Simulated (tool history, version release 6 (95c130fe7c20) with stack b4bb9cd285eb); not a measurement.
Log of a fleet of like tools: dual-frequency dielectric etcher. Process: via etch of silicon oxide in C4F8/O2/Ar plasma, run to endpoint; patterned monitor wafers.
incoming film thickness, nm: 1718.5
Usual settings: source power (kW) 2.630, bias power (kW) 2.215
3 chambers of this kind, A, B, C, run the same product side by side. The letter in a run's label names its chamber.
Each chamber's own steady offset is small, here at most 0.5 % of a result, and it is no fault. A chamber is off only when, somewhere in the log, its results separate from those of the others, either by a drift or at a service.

run,hour,source power (kW),bias power (kW),hours since the last wet clean,hours since the last source power generator calibration,hours since the last bias power generator calibration,endpoint time (s)
1C,11.1,2.630,2.215,333.2,1927.5,4907.5,295.05
2B,16.9,2.630,2.215,145.0,1666.7,4567.6,294.71
# hour 24.9: chamber C: bias power generator calibrated
3A,27.3,2.630,2.215,88.2,1685.6,872.4,295.58
4B,38.8,2.630,2.215,166.9,1688.6,4589.5,295.53
# hour 44.7: chamber B: bias power generator calibrated
5A,48.5,2.630,2.215,109.4,1706.8,893.6,295.52
6C,61.5,2.060,2.533,383.6,1977.9,36.7,311.88
7C,70.3,2.060,2.533,392.4,1986.7,45.5,313.42
8B,82.5,2.060,2.533,210.6,1732.3,37.9,312.34
9A,92.7,2.630,2.215,153.6,1751.0,937.8,295.75
10B,105.5,2.630,2.215,233.6,1755.3,60.9,294.93
11A,116.2,2.930,2.481,177.1,1774.5,961.3,273.65
12C,124.4,2.930,2.481,446.5,2040.8,99.6,275.83
13B,133.4,2.930,2.481,261.5,1783.2,88.8,275.43
14C,139.8,3.010,1.891,461.9,2056.2,115.0,295.71
15A,152.6,3.010,1.891,213.5,1810.9,997.7,294.00
16C,160.4,3.010,1.891,482.5,2076.8,135.6,295.43
17B,166.5,2.630,2.029,294.6,1816.3,121.9,301.83
18A,172.9,2.630,2.029,233.8,1831.2,1018.0,301.62
19A,180.2,2.630,2.029,241.1,1838.5,1025.3,301.79
20C,190.5,2.630,2.215,512.6,2106.9,165.7,300.63
21B,200.3,2.630,2.215,328.4,1850.1,155.7,295.91
22A,213.2,2.630,2.215,274.1,1871.5,1058.3,296.54
23B,220.6,2.630,2.215,348.7,1870.4,176.0,292.47
24C,230.5,2.210,2.494,552.6,2146.9,205.7,311.34
25A,240.5,2.210,2.494,301.4,1898.8,1085.6,305.18
26B,249.9,2.210,2.494,378.0,1899.7,205.3,307.14
27C,262.6,2.630,2.215,584.7,2179.0,237.8,302.68
28B,274.6,2.630,2.215,402.7,1924.4,230.0,296.60
29C,281.0,2.630,2.215,603.1,2197.4,256.2,300.89
30A,292.9,2.630,2.215,353.8,1951.2,1138.0,295.76
31B,302.6,2.630,2.215,430.7,1952.4,258.0,295.87
32A,311.3,2.630,2.215,372.2,1969.6,1156.4,295.23
33C,320.0,2.630,2.215,642.1,2236.4,295.2,303.82
34A,325.7,2.630,2.215,386.6,1984.0,1170.8,296.91
35B,334.6,2.630,2.215,462.7,1984.4,290.0,293.85

The same settings go to every chamber for the next run, one line per chamber below. Forecast the results for each:
36A,343.9,2.630,2.215,,,,?
36B,343.9,2.630,2.215,,,,?
36C,343.9,2.630,2.215,,,,?

run,endpoint time (s)
36A,295.93
36B,294.69
36C,304.29
